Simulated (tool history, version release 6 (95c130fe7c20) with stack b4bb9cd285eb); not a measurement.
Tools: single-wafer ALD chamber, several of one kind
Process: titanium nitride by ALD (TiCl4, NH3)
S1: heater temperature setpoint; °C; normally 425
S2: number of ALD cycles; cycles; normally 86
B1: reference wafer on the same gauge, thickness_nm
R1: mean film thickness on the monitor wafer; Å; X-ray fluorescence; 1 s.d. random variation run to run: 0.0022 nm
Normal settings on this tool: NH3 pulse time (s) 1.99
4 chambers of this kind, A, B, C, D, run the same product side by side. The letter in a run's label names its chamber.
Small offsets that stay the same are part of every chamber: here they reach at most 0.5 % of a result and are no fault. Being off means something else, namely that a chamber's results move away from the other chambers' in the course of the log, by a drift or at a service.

run 1A hour=5.0 | S1=425 S2=86 NH3_pulse_time_(s)=1.99 | B1=2.1699 | R1=19.167
run 2B hour=11.6 | S1=425 S2=86 NH3_pulse_time_(s)=1.99 | B1=2.1696 | R1=19.116
run 3D hour=16.6 | S1=425 S2=86 NH3_pulse_time_(s)=1.99 | B1=2.1693 | R1=19.144
run 4C hour=26.4 | S1=425 S2=86 NH3_pulse_time_(s)=1.99 | B1=2.1688 | R1=19.200
run 5D hour=33.9 | S1=425 S2=86 NH3_pulse_time_(s)=1.99 | B1=2.1679 | R1=19.161
run 6A hour=41.9 | S1=425 S2=86 NH3_pulse_time_(s)=1.99 | B1=2.1674 | R1=19.131
run 7C hour=46.6 | S1=425 S2=86 NH3_pulse_time_(s)=1.99 | B1=2.1671 | R1=19.160
run 8B hour=55.8 | S1=425 S2=86 NH3_pulse_time_(s)=1.99 | B1=2.1668 | R1=19.052
run 9D hour=62.8 | S1=425 S2=86 NH3_pulse_time_(s)=1.99 | B1=2.1665 | R1=19.161
run 10C hour=70.3 | S1=425 S2=86 NH3_pulse_time_(s)=1.99 | B1=2.1661 | R1=19.200
run 11A hour=80.9 | S1=425 S2=86 NH3_pulse_time_(s)=1.99 | B1=2.1658 | R1=19.128
-- hour=84.8 chamber B: thermocouple changed; heater temperature recalibrated
run 12B hour=87.7 | S1=425 S2=86 NH3_pulse_time_(s)=1.99 | B1=2.1655 | R1=19.039
run 13B hour=95.8 | S1=425 S2=86 NH3_pulse_time_(s)=2.37 | B1=2.1647 | R1=19.135
run 14A hour=103.8 | S1=425 S2=86 NH3_pulse_time_(s)=2.37 | B1=2.1642 | R1=19.186
run 15D hour=110.5 | S1=425 S2=86 NH3_pulse_time_(s)=2.37 | B1=2.1636 | R1=19.222
-- hour=115.2 chamber D: thermocouple changed; heater temperature recalibrated
run 16C hour=120.5 | S1=425 S2=86 NH3_pulse_time_(s)=2.37 | B1=2.1630 | R1=19.221
run 17B hour=130.1 | S1=420 S2=86 NH3_pulse_time_(s)=1.99 | B1=2.1628 | R1=19.000
run 18C hour=134.8 | S1=420 S2=86 NH3_pulse_time_(s)=1.99 | B1=2.1624 | R1=19.090
run 19A hour=139.7 | S1=420 S2=86 NH3_pulse_time_(s)=1.99 | B1=2.1619 | R1=19.030
run 20D hour=148.0 | S1=420 S2=86 NH3_pulse_time_(s)=1.99 | B1=2.1617 | R1=19.070
run 21A hour=153.5 | S1=425 S2=86 NH3_pulse_time_(s)=1.99 | B1=2.1610 | R1=19.089
run 22D hour=159.8 | S1=425 S2=86 NH3_pulse_time_(s)=1.99 | B1=2.1613 | R1=19.121
run 23C hour=165.5 | S1=425 S2=86 NH3_pulse_time_(s)=1.99 | B1=2.1611 | R1=19.118
run 24B hour=173.2 | S1=425 S2=86 NH3_pulse_time_(s)=1.99 | B1=2.1597 | R1=18.976
-- hour=180.3 chamber C: thermocouple changed; heater temperature recalibrated
run 25C hour=182.3 | S1=425 S2=86 NH3_pulse_time_(s)=1.99 | B1=2.1596 | R1=19.140

What goes on in this fleet: one chamber off, a drifting gauge, or nothing beyond the chambers' own small offsets? Name the chamber and the cause, if any.

No chamber is off; the gauge reading every chamber's wafers drifts, which makes the whole fleet appear to move together.
Cause: gauge reads low (%) = 0.481.
